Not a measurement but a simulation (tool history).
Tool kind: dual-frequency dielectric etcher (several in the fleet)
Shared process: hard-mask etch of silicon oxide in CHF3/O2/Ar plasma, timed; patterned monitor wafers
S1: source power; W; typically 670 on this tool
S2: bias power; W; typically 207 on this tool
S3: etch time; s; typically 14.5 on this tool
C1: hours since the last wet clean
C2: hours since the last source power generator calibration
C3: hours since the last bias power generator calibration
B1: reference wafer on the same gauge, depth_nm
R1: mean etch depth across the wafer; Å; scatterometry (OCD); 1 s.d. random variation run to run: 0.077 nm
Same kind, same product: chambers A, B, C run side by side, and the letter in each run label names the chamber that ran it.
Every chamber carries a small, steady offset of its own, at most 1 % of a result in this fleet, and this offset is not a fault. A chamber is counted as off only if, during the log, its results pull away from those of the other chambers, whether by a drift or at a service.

run,hour,S1,S2,S3,C1,C2,C3,B1,R1
1C,11.7,670,207,14.5,158.9,306,1478.2,28.113,314.47
2B,18.1,670,207,14.5,437.3,2704.5,736.5,28.097,313.69
3A,30.7,670,207,14.5,329.4,3294.3,1673.8,28.097,310.03
4A,42.3,670,207,14.5,341,3305.9,1685.4,28.105,311.49
5C,50.6,670,207,14.5,197.8,344.9,1517.1,28.098,313.3
6B,59.1,670,177,18,478.3,2745.5,777.5,28.098,371.92
7C,65.6,670,177,18,212.8,359.9,1532.1,28.101,369.4
8A,71.6,670,177,18,370.3,3335.2,1714.7,28.097,368.33
9B,82.3,670,207,14.5,501.5,2768.7,800.7,28.104,315.4
10B,90.9,670,207,14.5,510.1,2777.3,809.3,28.114,315.16
11C,103,670,256,17.5,250.2,397.3,1569.5,28.096,409.91
12A,115.9,670,256,17.5,414.6,3379.5,1759,28.091,406.2
13A,122.5,670,256,17.5,421.2,3386.1,1765.6,28.092,403.19
14B,133.6,670,207,14.5,552.8,2820,852,28.082,314.86
15C,142.3,670,207,14.5,289.5,436.6,1608.8,28.088,316.93
16C,154.6,670,207,14.5,301.8,448.9,1621.1,28.083,318.62
17A,163.6,670,207,14.5,462.3,3427.2,1806.7,28.078,310.44
18B,170.7,670,207,14.5,589.9,2857.1,889.1,28.1,315.19
19B,177.9,670,207,14.5,597.1,2864.3,896.3,28.094,314.67
20A,189,670,207,14.5,487.7,3452.6,1832.1,28.087,310.26
21C,200.2,670,244,14.5,347.4,494.5,1666.7,28.111,339.56
22B,209.1,670,244,14.5,628.3,2895.5,927.5,28.086,332.91
23A,218.7,670,244,14.5,517.4,3482.3,1861.8,28.105,329.92
# hour 227.2: chamber B: source power generator calibrated
24C,231.3,670,207,14.5,378.5,525.6,1697.8,28.089,320.77
# hour 233.2: chamber B: wet clean of the chamber
25B,238.7,670,207,14.5,5.6,11.6,957.1,28.124,314.84
26C,249.2,670,207,14.5,396.4,543.5,1715.7,28.098,322.89
27A,255.1,670,253,11,553.8,3518.7,1898.2,28.099,252.85
28A,261.1,670,253,11,559.8,3524.7,1904.2,28.095,253.56

Next, every chamber runs the same settings. What will each give?
29A,270.4,730,207,14.5,,,,,?
29B,270.4,730,207,14.5,,,,,?
29C,270.4,730,207,14.5,,,,,?

run,R1
29A,321.31
29B,325.61
29C,333.57
